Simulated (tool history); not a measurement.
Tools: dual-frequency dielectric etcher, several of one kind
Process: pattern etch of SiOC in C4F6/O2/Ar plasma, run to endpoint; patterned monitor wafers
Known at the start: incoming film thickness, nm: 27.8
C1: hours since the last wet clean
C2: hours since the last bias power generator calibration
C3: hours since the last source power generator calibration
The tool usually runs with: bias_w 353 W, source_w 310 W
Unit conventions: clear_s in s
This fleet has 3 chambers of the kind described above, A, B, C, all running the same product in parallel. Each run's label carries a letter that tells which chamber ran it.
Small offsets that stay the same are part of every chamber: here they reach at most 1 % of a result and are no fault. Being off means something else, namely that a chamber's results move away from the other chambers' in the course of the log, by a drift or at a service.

{"run": "1A", "hour": 10.6, "bias_w": 353, "source_w": 310, "C1": 257.6, "C2": 4023.4, "C3": 2180.6, "clear_s": 11.581}
{"run": "2C", "hour": 21.6, "bias_w": 353, "source_w": 310, "C1": 630.5, "C2": 2515.5, "C3": 2516.6, "clear_s": 11.716}
{"run": "3B", "hour": 32.5, "bias_w": 353, "source_w": 310, "C1": 304.1, "C2": 307.9, "C3": 1966.1, "clear_s": 11.763}
{"run": "4A", "hour": 38.7, "bias_w": 353, "source_w": 310, "C1": 285.7, "C2": 4051.5, "C3": 2208.7, "clear_s": 11.462}
{"hour": 40.8, "done": "chamber C: wet clean of the chamber"}
{"run": "5B", "hour": 45.1, "bias_w": 353, "source_w": 310, "C1": 316.7, "C2": 320.5, "C3": 1978.7, "clear_s": 11.812}
{"run": "6C", "hour": 56.8, "bias_w": 353, "source_w": 310, "C1": 16.1, "C2": 2550.7, "C3": 2551.8, "clear_s": 11.76}
{"run": "7A", "hour": 64.0, "bias_w": 353, "source_w": 310, "C1": 311.0, "C2": 4076.8, "C3": 2234.0, "clear_s": 11.534}
{"run": "8C", "hour": 69.8, "bias_w": 353, "source_w": 310, "C1": 29.1, "C2": 2563.7, "C3": 2564.8, "clear_s": 11.766}
{"run": "9B", "hour": 81.5, "bias_w": 353, "source_w": 310, "C1": 353.1, "C2": 356.9, "C3": 2015.1, "clear_s": 11.809}
{"run": "10B", "hour": 89.2, "bias_w": 353, "source_w": 310, "C1": 360.8, "C2": 364.6, "C3": 2022.8, "clear_s": 11.897}
{"run": "11A", "hour": 97.4, "bias_w": 353, "source_w": 310, "C1": 344.4, "C2": 4110.2, "C3": 2267.4, "clear_s": 11.547}
{"run": "12C", "hour": 105.1, "bias_w": 353, "source_w": 310, "C1": 64.4, "C2": 2599.0, "C3": 2600.1, "clear_s": 11.764}
{"run": "13C", "hour": 116.6, "bias_w": 353, "source_w": 310, "C1": 75.9, "C2": 2610.5, "C3": 2611.6, "clear_s": 11.769}
{"run": "14A", "hour": 121.9, "bias_w": 427, "source_w": 340, "C1": 368.9, "C2": 4134.7, "C3": 2291.9, "clear_s": 10.477}
{"run": "15B", "hour": 128.7, "bias_w": 427, "source_w": 340, "C1": 400.3, "C2": 404.1, "C3": 2062.3, "clear_s": 10.754}
{"run": "16C", "hour": 139.7, "bias_w": 427, "source_w": 340, "C1": 99.0, "C2": 2633.6, "C3": 2634.7, "clear_s": 10.603}
{"run": "17B", "hour": 146.0, "bias_w": 353, "source_w": 310, "C1": 417.6, "C2": 421.4, "C3": 2079.6, "clear_s": 11.987}
{"run": "18A", "hour": 155.3, "bias_w": 353, "source_w": 310, "C1": 402.3, "C2": 4168.1, "C3": 2325.3, "clear_s": 11.591}
{"run": "19C", "hour": 164.9, "bias_w": 353, "source_w": 310, "C1": 124.2, "C2": 2658.8, "C3": 2659.9, "clear_s": 11.815}
{"run": "20A", "hour": 175.2, "bias_w": 353, "source_w": 310, "C1": 422.2, "C2": 4188.0, "C3": 2345.2, "clear_s": 11.607}
{"run": "21B", "hour": 186.7, "bias_w": 353, "source_w": 310, "C1": 458.3, "C2": 462.1, "C3": 2120.3, "clear_s": 12.001}
{"run": "22B", "hour": 192.4, "bias_w": 353, "source_w": 310, "C1": 464.0, "C2": 467.8, "C3": 2126.0, "clear_s": 11.967}
{"run": "23A", "hour": 199.4, "bias_w": 353, "source_w": 310, "C1": 446.4, "C2": 4212.2, "C3": 2369.4, "clear_s": 11.521}
{"run": "24C", "hour": 210.4, "bias_w": 353, "source_w": 310, "C1": 169.7, "C2": 2704.3, "C3": 2705.4, "clear_s": 11.756}
{"run": "25A", "hour": 216.5, "bias_w": 353, "source_w": 310, "C1": 463.5, "C2": 4229.3, "C3": 2386.5, "clear_s": 11.516}
{"run": "26B", "hour": 226.0, "bias_w": 353, "source_w": 310, "C1": 497.6, "C2": 501.4, "C3": 2159.6, "clear_s": 12.17}
{"run": "27C", "hour": 233.9, "bias_w": 353, "source_w": 310, "C1": 193.2, "C2": 2727.8, "C3": 2728.9, "clear_s": 11.779}

Does one chamber stand apart from the rest, does the shared gauge drift, or is all well apart from small per-chamber offsets? Give the chamber and the most likely cause, where there is one.

Little by little, chamber B moves away from the other chambers.
Cause: etch rate under this chamber's usual, % = 3.16.

Which of the 4 candidates below, each the usual settings with something changed and its results left as question marks, puts chamber B back in line with what the other chambers give on the usual settings?
In line means no further than this from the other chambers' mean on the usual settings: clear_s 0.190 s
{"run": "28B-1", "hour": 242.6, "bias_w": 370, "source_w": 330, "clear_s": "?"}
{"run": "28B-2", "hour": 242.6, "bias_w": 353, "source_w": 380, "clear_s": "?"}
{"run": "28B-3", "hour": 242.6, "bias_w": 319, "source_w": 280, "clear_s": "?"}
{"run": "28B-4", "hour": 242.6, "bias_w": 336, "source_w": 290, "clear_s": "?"}

Mean of the other chambers on the usual settings: clear_s 11.663 s
run=28B-1 clear_s=11.622
run=28B-2 clear_s=11.207
run=28B-3 clear_s=13.056
run=28B-4 clear_s=12.642
The answer is 28B-1, which returns the chamber to within the allowed miss of the others.
